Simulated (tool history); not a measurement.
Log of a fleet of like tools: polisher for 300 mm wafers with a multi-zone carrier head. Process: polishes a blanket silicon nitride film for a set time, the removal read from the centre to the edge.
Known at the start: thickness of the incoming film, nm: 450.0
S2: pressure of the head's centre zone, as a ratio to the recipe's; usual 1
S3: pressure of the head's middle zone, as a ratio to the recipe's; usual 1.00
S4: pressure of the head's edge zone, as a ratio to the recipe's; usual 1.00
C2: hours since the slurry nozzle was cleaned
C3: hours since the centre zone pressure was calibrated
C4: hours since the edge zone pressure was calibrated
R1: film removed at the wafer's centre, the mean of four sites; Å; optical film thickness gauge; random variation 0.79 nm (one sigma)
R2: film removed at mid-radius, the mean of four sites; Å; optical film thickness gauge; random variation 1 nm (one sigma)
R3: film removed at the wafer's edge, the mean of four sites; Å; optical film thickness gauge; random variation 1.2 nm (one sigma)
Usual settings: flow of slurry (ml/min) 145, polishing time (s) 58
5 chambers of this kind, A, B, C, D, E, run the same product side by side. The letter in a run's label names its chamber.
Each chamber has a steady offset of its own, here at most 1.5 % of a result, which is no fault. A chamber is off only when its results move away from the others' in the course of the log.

At hour 2.3: chamber E: worn pad replaced by a new one.
Run 1E, hour 7.2: usual settings; wafers polished on this pad 65; C2 73.8; C3 1090.4; C4 64.2. Result: R1 1042.90 Å, R2 1031.50 Å, R3 1034.50 Å.
At hour 11.7: chamber A: worn pad replaced by a new one.
At hour 17.8: chamber D: worn pad replaced by a new one.
Run 2A, hour 17.8: usual settings; wafers polished on this pad 80; C2 95.6; C3 450.7; C4 220.0. Result: R1 1029.10 Å, R2 1024.30 Å, R3 1041.10 Å.
Run 3C, hour 23.0: usual settings; wafers polished on this pad 772; C2 528.4; C3 537.8; C4 375.8. Result: R1 1041.00 Å, R2 1034.10 Å, R3 1032.50 Å.
Run 4D, hour 28.7: usual settings; wafers polished on this pad 144; C2 171.1; C3 686.9; C4 89.6. Result: R1 1032.40 Å, R2 1031.20 Å, R3 1017.60 Å.
Run 5B, hour 37.3: usual settings; wafers polished on this pad 742; C2 684.4; C3 329.6; C4 855.1. Result: R1 1034.90 Å, R2 1045.80 Å, R3 1040.10 Å.
Run 6B, hour 45.7: usual settings; wafers polished on this pad 853; C2 692.8; C3 338.0; C4 863.5. Result: R1 1018.00 Å, R2 1023.60 Å, R3 1023.60 Å.
At hour 47.2: chamber B: slurry nozzle cleaned.
At hour 47.3: chamber B: worn pad replaced by a new one.
Run 7E, hour 55.9: usual settings; wafers polished on this pad 708; C2 122.5; C3 1139.1; C4 112.9. Result: R1 1044.90 Å, R2 1044.10 Å, R3 1027.30 Å.
Run 8C, hour 64.7: usual settings; wafers polished on this pad 1323; C2 570.1; C3 579.5; C4 417.5. Result: R1 1022.40 Å, R2 1041.00 Å, R3 1031.10 Å.
Run 9A, hour 73.8: usual settings; wafers polished on this pad 821; C2 151.6; C3 506.7; C4 276.0. Result: R1 1053.80 Å, R2 1020.60 Å, R3 1045.40 Å.
At hour 76.1: chamber E: worn pad replaced by a new one.
At hour 76.9: chamber A: worn pad replaced by a new one.
Run 10D, hour 80.4: usual settings; wafers polished on this pad 828; C2 222.8; C3 738.6; C4 141.3. Result: R1 1019.80 Å, R2 1029.10 Å, R3 1031.70 Å.
At hour 84.4: chamber C: worn pad replaced by a new one.
At hour 86.6: chamber D: worn pad replaced by a new one.
Run 11C, hour 90.2: usual settings; wafers polished on this pad 77; C2 595.6; C3 605.0; C4 443.0. Result: R1 1017.40 Å, R2 1019.60 Å, R3 1034.00 Å.
Run 12A, hour 99.0: usual settings; wafers polished on this pad 293; C2 176.8; C3 531.9; C4 301.2. Result: R1 1032.50 Å, R2 1039.30 Å, R3 1068.10 Å.
Run 13B, hour 104.3: usual settings but flow of slurry (ml/min) 120, S4 0.91; wafers polished on this pad 754; C2 57.1; C3 396.6; C4 922.1. Result: R1 980.77 Å, R2 987.52 Å, R3 971.75 Å.
Run 14E, hour 109.5: usual settings but flow of slurry (ml/min) 120, S4 0.91; wafers polished on this pad 441; C2 176.1; C3 1192.7; C4 166.5. Result: R1 996.16 Å, R2 989.11 Å, R3 938.51 Å.
At hour 113.0: chamber B: worn pad replaced by a new one.
Run 15D, hour 119.1: usual settings but flow of slurry (ml/min) 120, S4 0.91; wafers polished on this pad 430; C2 261.5; C3 777.3; C4 180.0. Result: R1 978.41 Å, R2 1010.20 Å, R3 961.17 Å.
Run 16E, hour 129.1: usual settings but flow of slurry (ml/min) 120, S4 0.91; wafers polished on this pad 700; C2 195.7; C3 1212.3; C4 186.1. Result: R1 995.29 Å, R2 984.85 Å, R3 955.77 Å.
At hour 134.0: chamber D: centre zone pressure recalibrated.
Run 17D, hour 136.7: usual settings but flow of slurry (ml/min) 120, S4 0.91; wafers polished on this pad 663; C2 279.1; C3 2.7; C4 197.6. Result: R1 985.14 Å, R2 995.72 Å, R3 931.54 Å.
Run 18C, hour 145.5: usual settings; wafers polished on this pad 808; C2 650.9; C3 660.3; C4 498.3. Result: R1 1002.80 Å, R2 1009.40 Å, R3 1001.70 Å.
At hour 150.0: chamber A: worn pad replaced by a new one.
At hour 150.5: chamber E: worn pad replaced by a new one.
At hour 151.4: chamber D: worn pad replaced by a new one.
Run 19A, hour 153.9: usual settings but flow of slurry (ml/min) 170, S3 1.07; wafers polished on this pad 52; C2 231.7; C3 586.8; C4 356.1. Result: R1 1077.30 Å, R2 1136.60 Å, R3 1050.50 Å.
Run 20B, hour 161.5: usual settings but flow of slurry (ml/min) 170, S3 1.07; wafers polished on this pad 641; C2 114.3; C3 453.8; C4 979.3. Result: R1 1072.20 Å, R2 1131.00 Å, R3 1063.90 Å.
Run 21D, hour 170.9: usual settings but flow of slurry (ml/min) 170, S3 1.07; wafers polished on this pad 257; C2 313.3; C3 36.9; C4 231.8. Result: R1 1079.10 Å, R2 1152.60 Å, R3 1058.40 Å.
Run 22E, hour 181.2: usual settings but flow of slurry (ml/min) 170, S3 1.07; wafers polished on this pad 405; C2 247.8; C3 1264.4; C4 238.2. Result: R1 1093.00 Å, R2 1144.40 Å, R3 1059.00 Å.
At hour 181.3: chamber B: worn pad replaced by a new one.
At hour 183.8: chamber C: worn pad replaced by a new one.
Run 23C, hour 190.8: usual settings but flow of slurry (ml/min) 170, S3 1.07; wafers polished on this pad 93; C2 696.2; C3 705.6; C4 543.6. Result: R1 1026.40 Å, R2 1100.20 Å, R3 1022.70 Å.
Run 24A, hour 199.6: usual settings; wafers polished on this pad 656; C2 277.4; C3 632.5; C4 401.8. Result: R1 1030.90 Å, R2 1022.00 Å, R3 1035.30 Å.
Run 25B, hour 204.3: usual settings; wafers polished on this pad 304; C2 157.1; C3 496.6; C4 1022.1. Result: R1 1044.60 Å, R2 1045.60 Å, R3 1045.20 Å.
Run 26A, hour 214.6: usual settings; wafers polished on this pad 854; C2 292.4; C3 647.5; C4 416.8. Result: R1 1035.00 Å, R2 1036.20 Å, R3 1034.60 Å.
Run 27C, hour 221.0: usual settings; wafers polished on this pad 492; C2 726.4; C3 735.8; C4 573.8. Result: R1 995.62 Å, R2 998.62 Å, R3 1002.20 Å.
At hour 221.2: chamber D: worn pad replaced by a new one.
At hour 226.7: chamber E: worn pad replaced by a new one.
At hour 227.9: chamber A: worn pad replaced by a new one.
Run 28E, hour 229.0: usual settings; wafers polished on this pad 31; C2 295.6; C3 1312.2; C4 286.0. Result: R1 1040.40 Å, R2 1018.70 Å, R3 1032.00 Å.
Run 29B, hour 237.4: usual settings but S3 0.95; wafers polished on this pad 741; C2 190.2; C3 529.7; C4 1055.2. Result: R1 1021.20 Å, R2 992.31 Å, R3 1028.60 Å.
Run 30D, hour 245.7: usual settings but S3 0.95; wafers polished on this pad 324; C2 388.1; C3 111.7; C4 306.6. Result: R1 1025.00 Å, R2 993.18 Å, R3 1043.50 Å.
At hour 250.9: chamber B: worn pad replaced by a new one.
Run 31D, hour 255.1: usual settings but S3 0.95; wafers polished on this pad 448; C2 397.5; C3 121.1; C4 316.0. Result: R1 1021.00 Å, R2 974.15 Å, R3 1033.50 Å.
Run 32B, hour 261.1: usual settings but S3 0.95; wafers polished on this pad 134; C2 213.9; C3 553.4; C4 1078.9. Result: R1 1033.90 Å, R2 1002.70 Å, R3 1046.60 Å.
At hour 265.6: chamber D: edge zone pressure recalibrated.
Run 33A, hour 267.5: usual settings but S3 0.95; wafers polished on this pad 523; C2 345.3; C3 700.4; C4 469.7. Result: R1 1036.60 Å, R2 989.86 Å, R3 1033.00 Å.
Run 34C, hour 275.1: usual settings; wafers polished on this pad 1208; C2 780.5; C3 789.9; C4 627.9. Result: R1 979.47 Å, R2 980.92 Å, R3 1001.10 Å.
At hour 283.1: chamber D: worn pad replaced by a new one.
Run 35E, hour 285.1: usual settings; wafers polished on this pad 773; C2 351.7; C3 1368.3; C4 342.1. Result: R1 1059.90 Å, R2 1052.60 Å, R3 1047.00 Å.
Run 36C, hour 291.8: usual settings but flow of slurry (ml/min) 165, polishing time (s) 68; wafers polished on this pad 1429; C2 797.2; C3 806.6; C4 644.6. Result: R1 1184.80 Å, R2 1186.00 Å, R3 1178.90 Å.
At hour 292.1: chamber C: worn pad replaced by a new one.
At hour 292.4: chamber E: worn pad replaced by a new one.
At hour 292.7: chamber D: slurry nozzle cleaned.
At hour 293.1: chamber A: worn pad replaced by a new one.
Run 37A, hour 297.3: usual settings but flow of slurry (ml/min) 165, polishing time (s) 68; wafers polished on this pad 56; C2 375.1; C3 730.2; C4 499.5. Result: R1 1250.70 Å, R2 1243.70 Å, R3 1267.00 Å.
Run 38E, hour 303.9: usual settings but flow of slurry (ml/min) 165, polishing time (s) 68; wafers polished on this pad 153; C2 370.5; C3 1387.1; C4 360.9. Result: R1 1261.00 Å, R2 1243.20 Å, R3 1226.90 Å.
Run 39D, hour 313.6: usual settings but flow of slurry (ml/min) 165, polishing time (s) 68; wafers polished on this pad 403; C2 20.9; C3 179.6; C4 48.1. Result: R1 1241.00 Å, R2 1270.80 Å, R3 1262.60 Å.
Run 40B, hour 318.5: usual settings but flow of slurry (ml/min) 165, polishing time (s) 68; wafers polished on this pad 893; C2 271.3; C3 610.8; C4 1136.3. Result: R1 1248.20 Å, R2 1240.70 Å, R3 1259.60 Å.
Run 41C, hour 328.6: usual settings; wafers polished on this pad 483; C2 834.0; C3 843.4; C4 681.4. Result: R1 967.48 Å, R2 992.74 Å, R3 979.76 Å.
Run 42E, hour 338.2: usual settings; wafers polished on this pad 606; C2 404.8; C3 1421.4; C4 395.2. Result: R1 1056.50 Å, R2 1030.80 Å, R3 1020.50 Å.
Run 43A, hour 346.1: usual settings; wafers polished on this pad 701; C2 423.9; C3 779.0; C4 548.3. Result: R1 1046.50 Å, R2 1025.30 Å, R3 1028.40 Å.
Run 44D, hour 352.2: usual settings; wafers polished on this pad 913; C2 59.5; C3 218.2; C4 86.7. Result: R1 1034.70 Å, R2 1055.20 Å, R3 1044.80 Å.

Next, every chamber runs the same settings. What will each give?
Run 45A, hour 360.0: usual settings. Result: R1 ?, R2 ?, R3 ?.
Run 45B, hour 360.0: usual settings. Result: R1 ?, R2 ?, R3 ?.
Run 45C, hour 360.0: usual settings. Result: R1 ?, R2 ?, R3 ?.
Run 45D, hour 360.0: usual settings. Result: R1 ?, R2 ?, R3 ?.
Run 45E, hour 360.0: usual settings. Result: R1 ?, R2 ?, R3 ?.

run       R1       R2       R3
45A  1032.70  1019.60  1059.80
45B  1030.90  1021.50  1052.90
45C   960.88   958.78   999.56
45D  1029.60  1023.80  1034.10
45E  1030.40  1042.60  1030.10

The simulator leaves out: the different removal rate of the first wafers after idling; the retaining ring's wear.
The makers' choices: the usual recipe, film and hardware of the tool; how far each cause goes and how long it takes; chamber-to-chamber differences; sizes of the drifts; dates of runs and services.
